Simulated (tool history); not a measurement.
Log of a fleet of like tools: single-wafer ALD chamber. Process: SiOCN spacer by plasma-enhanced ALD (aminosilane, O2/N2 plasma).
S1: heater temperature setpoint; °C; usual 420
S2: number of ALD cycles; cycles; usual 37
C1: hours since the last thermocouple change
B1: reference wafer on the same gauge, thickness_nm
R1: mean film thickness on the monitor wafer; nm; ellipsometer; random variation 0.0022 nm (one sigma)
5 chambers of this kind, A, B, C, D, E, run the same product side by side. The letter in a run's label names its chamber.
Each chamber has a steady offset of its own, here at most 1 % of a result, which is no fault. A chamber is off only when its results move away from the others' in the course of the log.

{"run": "1B", "hour": 11.0, "S1": 420, "S2": 37, "C1": 464.6, "B1": 2.0595, "R1": 2.0865}
{"run": "2E", "hour": 24.0, "S1": 420, "S2": 37, "C1": 1527.7, "B1": 2.0598, "R1": 2.1178}
{"run": "3C", "hour": 38.6, "S1": 420, "S2": 37, "C1": 373.2, "B1": 2.059, "R1": 2.0861}
{"run": "4D", "hour": 52.6, "S1": 420, "S2": 37, "C1": 1292.9, "B1": 2.0588, "R1": 2.1028}
{"run": "5A", "hour": 66.0, "S1": 420, "S2": 37, "C1": 220.3, "B1": 2.0584, "R1": 2.094}
{"run": "6B", "hour": 73.3, "S1": 420, "S2": 37, "C1": 526.9, "B1": 2.0581, "R1": 2.088}
{"run": "7D", "hour": 87.3, "S1": 420, "S2": 37, "C1": 1327.6, "B1": 2.0584, "R1": 2.1024}
{"run": "8C", "hour": 101.1, "S1": 420, "S2": 37, "C1": 435.7, "B1": 2.0575, "R1": 2.0835}
{"run": "9A", "hour": 108.4, "S1": 405, "S2": 37, "C1": 262.7, "B1": 2.0576, "R1": 2.1986}
{"run": "10E", "hour": 116.3, "S1": 405, "S2": 37, "C1": 1620.0, "B1": 2.0578, "R1": 2.2171}
{"run": "11A", "hour": 125.2, "S1": 405, "S2": 37, "C1": 279.5, "B1": 2.0571, "R1": 2.1941}
{"run": "12B", "hour": 137.6, "S1": 405, "S2": 37, "C1": 591.2, "B1": 2.0567, "R1": 2.1817}
{"run": "13C", "hour": 144.9, "S1": 405, "S2": 37, "C1": 479.5, "B1": 2.0568, "R1": 2.1908}
{"run": "14D", "hour": 153.3, "S1": 420, "S2": 37, "C1": 1393.6, "B1": 2.0576, "R1": 2.1013}
{"run": "15E", "hour": 162.3, "S1": 434, "S2": 40, "C1": 1666.0, "B1": 2.0572, "R1": 2.1817}
{"run": "16B", "hour": 172.2, "S1": 434, "S2": 40, "C1": 625.8, "B1": 2.0565, "R1": 2.1538}
{"run": "17A", "hour": 178.7, "S1": 434, "S2": 40, "C1": 333.0, "B1": 2.0562, "R1": 2.1674}
{"run": "18C", "hour": 188.2, "S1": 434, "S2": 40, "C1": 522.8, "B1": 2.0563, "R1": 2.1545}
{"run": "19E", "hour": 202.5, "S1": 434, "S2": 40, "C1": 1706.2, "B1": 2.0559, "R1": 2.184}
{"run": "20D", "hour": 214.7, "S1": 425, "S2": 37, "C1": 1455.0, "B1": 2.0557, "R1": 2.0615}
{"run": "21E", "hour": 226.2, "S1": 425, "S2": 37, "C1": 1729.9, "B1": 2.0553, "R1": 2.0752}
{"run": "22B", "hour": 233.1, "S1": 425, "S2": 37, "C1": 686.7, "B1": 2.0557, "R1": 2.0505}
{"run": "23A", "hour": 241.2, "S1": 425, "S2": 37, "C1": 395.5, "B1": 2.0551, "R1": 2.0593}
{"run": "24D", "hour": 253.1, "S1": 425, "S2": 37, "C1": 1493.4, "B1": 2.0552, "R1": 2.0645}
{"run": "25C", "hour": 266.0, "S1": 420, "S2": 37, "C1": 600.6, "B1": 2.054, "R1": 2.0859}
{"run": "26E", "hour": 273.4, "S1": 429, "S2": 33, "C1": 1777.1, "B1": 2.0548, "R1": 1.8289}
{"run": "27B", "hour": 287.9, "S1": 429, "S2": 33, "C1": 741.5, "B1": 2.0541, "R1": 1.8065}
{"run": "28D", "hour": 296.3, "S1": 429, "S2": 33, "C1": 1536.6, "B1": 2.0536, "R1": 1.8153}
{"run": "29C", "hour": 309.8, "S1": 429, "S2": 33, "C1": 644.4, "B1": 2.0539, "R1": 1.8079}
{"run": "30A", "hour": 324.2, "S1": 429, "S2": 33, "C1": 478.5, "B1": 2.0538, "R1": 1.8088}
{"run": "31D", "hour": 337.6, "S1": 420, "S2": 37, "C1": 1577.9, "B1": 2.0527, "R1": 2.1008}
{"run": "32E", "hour": 347.5, "S1": 420, "S2": 37, "C1": 1851.2, "B1": 2.0526, "R1": 2.1104}
{"run": "33C", "hour": 360.7, "S1": 420, "S2": 37, "C1": 695.3, "B1": 2.0522, "R1": 2.08}
{"run": "34A", "hour": 375.0, "S1": 433, "S2": 32, "C1": 529.3, "B1": 2.0522, "R1": 1.7319}
{"run": "35B", "hour": 385.2, "S1": 433, "S2": 32, "C1": 838.8, "B1": 2.0524, "R1": 1.7248}
{"hour": 389.9, "done": "chamber B: thermocouple changed; heater temperature recalibrated"}
{"run": "36C", "hour": 398.7, "S1": 433, "S2": 32, "C1": 733.3, "B1": 2.0521, "R1": 1.7254}
{"run": "37B", "hour": 412.5, "S1": 433, "S2": 32, "C1": 22.7, "B1": 2.0518, "R1": 1.7228}
{"run": "38D", "hour": 421.0, "S1": 433, "S2": 32, "C1": 1661.3, "B1": 2.0516, "R1": 1.7348}

Next, every chamber runs the same settings. What will each give?
{"run": "39A", "hour": 431.5, "S1": 420, "S2": 37, "R1": "?"}
{"run": "39B", "hour": 431.5, "S1": 420, "S2": 37, "R1": "?"}
{"run": "39C", "hour": 431.5, "S1": 420, "S2": 37, "R1": "?"}
{"run": "39D", "hour": 431.5, "S1": 420, "S2": 37, "R1": "?"}
{"run": "39E", "hour": 431.5, "S1": 420, "S2": 37, "R1": "?"}

run=39A R1=2.0877
run=39B R1=2.0815
run=39C R1=2.0781
run=39D R1=2.0962
run=39E R1=2.1079
